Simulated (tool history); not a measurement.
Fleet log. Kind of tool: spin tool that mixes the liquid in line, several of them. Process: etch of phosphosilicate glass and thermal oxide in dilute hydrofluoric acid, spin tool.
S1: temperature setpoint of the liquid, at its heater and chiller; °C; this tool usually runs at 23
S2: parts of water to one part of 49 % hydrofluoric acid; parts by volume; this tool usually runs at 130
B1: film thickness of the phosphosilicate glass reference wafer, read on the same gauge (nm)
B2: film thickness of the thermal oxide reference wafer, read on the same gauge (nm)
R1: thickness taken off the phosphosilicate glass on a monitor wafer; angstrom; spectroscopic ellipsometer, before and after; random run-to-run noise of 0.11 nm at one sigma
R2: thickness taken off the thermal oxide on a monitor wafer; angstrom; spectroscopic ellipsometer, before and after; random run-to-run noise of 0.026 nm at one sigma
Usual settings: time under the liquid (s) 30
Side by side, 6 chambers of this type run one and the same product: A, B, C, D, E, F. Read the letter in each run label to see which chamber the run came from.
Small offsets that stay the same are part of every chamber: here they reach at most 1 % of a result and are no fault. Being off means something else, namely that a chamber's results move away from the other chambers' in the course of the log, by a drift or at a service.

run 1C hour=6.3 | S1=23 S2=130 time_under_the_liquid_(s)=30 | B1=130 B2=40.002 | R1=129.91 R2=10.815
run 2E hour=12.5 | S1=23 S2=130 time_under_the_liquid_(s)=30 | B1=130 B2=40.009 | R1=130.63 R2=10.166
run 3B hour=19.4 | S1=23 S2=130 time_under_the_liquid_(s)=30 | B1=130 B2=39.994 | R1=129.55 R2=9.9198
run 4A hour=30.2 | S1=23 S2=130 time_under_the_liquid_(s)=30 | B1=130.03 B2=40 | R1=126.74 R2=10.263
run 5F hour=39.2 | S1=23 S2=175 time_under_the_liquid_(s)=15 | B1=130 B2=39.99 | R1=45.233 R2=3.6264
run 6D hour=49.2 | S1=23 S2=175 time_under_the_liquid_(s)=15 | B1=130.04 B2=39.993 | R1=45.291 R2=3.5844
run 7A hour=54.7 | S1=23 S2=175 time_under_the_liquid_(s)=15 | B1=130 B2=40.009 | R1=44.737 R2=3.6709
run 8D hour=62.1 | S1=23 S2=175 time_under_the_liquid_(s)=15 | B1=130 B2=39.979 | R1=44.487 R2=3.5002
run 9E hour=72.5 | S1=23 S2=175 time_under_the_liquid_(s)=15 | B1=130.01 B2=40.036 | R1=46.199 R2=3.6227
run 10B hour=80 | S1=23 S2=175 time_under_the_liquid_(s)=15 | B1=129.95 B2=39.978 | R1=45.463 R2=3.5527
run 11F hour=85.7 | S1=23 S2=130 time_under_the_liquid_(s)=30 | B1=130.02 B2=39.988 | R1=128.61 R2=10.756
run 12C hour=91.1 | S1=23 S2=130 time_under_the_liquid_(s)=30 | B1=130 B2=40.013 | R1=127.83 R2=10.678
-- hour=97.2 chamber A: thermometer replaced
run 13C hour=102.1 | S1=21 S2=130 time_under_the_liquid_(s)=20 | B1=129.99 B2=40.006 | R1=78.877 R2=6.5711
run 14B hour=109.1 | S1=21 S2=130 time_under_the_liquid_(s)=20 | B1=129.96 B2=40.036 | R1=80.484 R2=6.4403
run 15E hour=118.9 | S1=21 S2=130 time_under_the_liquid_(s)=20 | B1=129.98 B2=39.958 | R1=80 R2=5.9886
run 16F hour=125.1 | S1=21 S2=130 time_under_the_liquid_(s)=20 | B1=130.01 B2=40.002 | R1=79.057 R2=6.2242
-- hour=128.7 chamber F: thermometer replaced
run 17A hour=132.2 | S1=21 S2=130 time_under_the_liquid_(s)=20 | B1=130.01 B2=39.991 | R1=80.084 R2=6.436
run 18D hour=137.5 | S1=21 S2=130 time_under_the_liquid_(s)=20 | B1=130 B2=39.995 | R1=79.404 R2=6.1888
-- hour=142.2 chamber D: hydrofluoric acid flow meter replaced
-- hour=145.7 chamber F: hydrofluoric acid flow meter replaced
run 19B hour=148.3 | S1=23 S2=130 time_under_the_liquid_(s)=20 | B1=130.02 B2=39.986 | R1=86.339 R2=6.9332
run 20E hour=158.1 | S1=23 S2=130 time_under_the_liquid_(s)=20 | B1=129.96 B2=40.019 | R1=86.546 R2=6.9597
run 21A hour=164.9 | S1=23 S2=130 time_under_the_liquid_(s)=20 | B1=130 B2=40.009 | R1=86.122 R2=6.7127
run 22F hour=174 | S1=23 S2=130 time_under_the_liquid_(s)=20 | B1=129.96 B2=40.006 | R1=85.611 R2=6.5851
run 23D hour=179.4 | S1=23 S2=130 time_under_the_liquid_(s)=20 | B1=130.02 B2=40.009 | R1=84.743 R2=7.0124
-- hour=183.5 chamber C: hydrofluoric acid flow meter replaced
run 24C hour=190.2 | S1=23 S2=130 time_under_the_liquid_(s)=20 | B1=130.01 B2=39.99 | R1=86.498 R2=7.2939
run 25F hour=199 | S1=23 S2=130 time_under_the_liquid_(s)=30 | B1=129.98 B2=39.981 | R1=126.87 R2=10.71
run 26D hour=205.3 | S1=23 S2=130 time_under_the_liquid_(s)=30 | B1=130.02 B2=39.998 | R1=128.18 R2=9.9698
run 27B hour=212.7 | S1=23 S2=130 time_under_the_liquid_(s)=30 | B1=129.96 B2=39.988 | R1=129.7 R2=10.276
run 28A hour=222.5 | S1=23 S2=130 time_under_the_liquid_(s)=30 | B1=129.97 B2=40.007 | R1=128.52 R2=10.828
run 29C hour=227.7 | S1=23 S2=130 time_under_the_liquid_(s)=30 | B1=130.02 B2=40.025 | R1=130.44 R2=10.203
run 30E hour=233.4 | S1=21 S2=155 time_under_the_liquid_(s)=30 | B1=130.02 B2=40.022 | R1=98.865 R2=7.4881
run 31A hour=241.4 | S1=21 S2=155 time_under_the_liquid_(s)=30 | B1=130.02 B2=39.993 | R1=97.694 R2=7.3222
run 32E hour=247 | S1=21 S2=155 time_under_the_liquid_(s)=30 | B1=130.02 B2=39.998 | R1=96.87 R2=7.5767
run 33B hour=255.4 | S1=21 S2=155 time_under_the_liquid_(s)=30 | B1=130.01 B2=40.021 | R1=97.894 R2=7.7489
run 34D hour=264.2 | S1=21 S2=155 time_under_the_liquid_(s)=30 | B1=129.99 B2=40.011 | R1=96.987 R2=7.5717
run 35F hour=270.8 | S1=21 S2=155 time_under_the_liquid_(s)=30 | B1=129.98 B2=40.007 | R1=96.53 R2=7.7624
run 36C hour=281.2 | S1=21 S2=130 time_under_the_liquid_(s)=30 | B1=129.98 B2=39.998 | R1=118.37 R2=9.4993
run 37E hour=290.2 | S1=21 S2=130 time_under_the_liquid_(s)=30 | B1=129.97 B2=40.005 | R1=118.56 R2=9.2402
run 38B hour=296.9 | S1=21 S2=130 time_under_the_liquid_(s)=30 | B1=129.99 B2=40.013 | R1=121.69 R2=9.3969
run 39C hour=307.7 | S1=21 S2=130 time_under_the_liquid_(s)=30 | B1=130 B2=40.009 | R1=120.22 R2=9.5106
run 40F hour=317.2 | S1=21 S2=130 time_under_the_liquid_(s)=30 | B1=129.98 B2=39.977 | R1=119.79 R2=9.2848

What goes on in this fleet: one chamber off, a drifting gauge, or nothing beyond the chambers' own small offsets? Name the chamber and the cause, if any.

Neither any chamber nor the gauge drifts; the chambers differ only by their own small, steady offsets.

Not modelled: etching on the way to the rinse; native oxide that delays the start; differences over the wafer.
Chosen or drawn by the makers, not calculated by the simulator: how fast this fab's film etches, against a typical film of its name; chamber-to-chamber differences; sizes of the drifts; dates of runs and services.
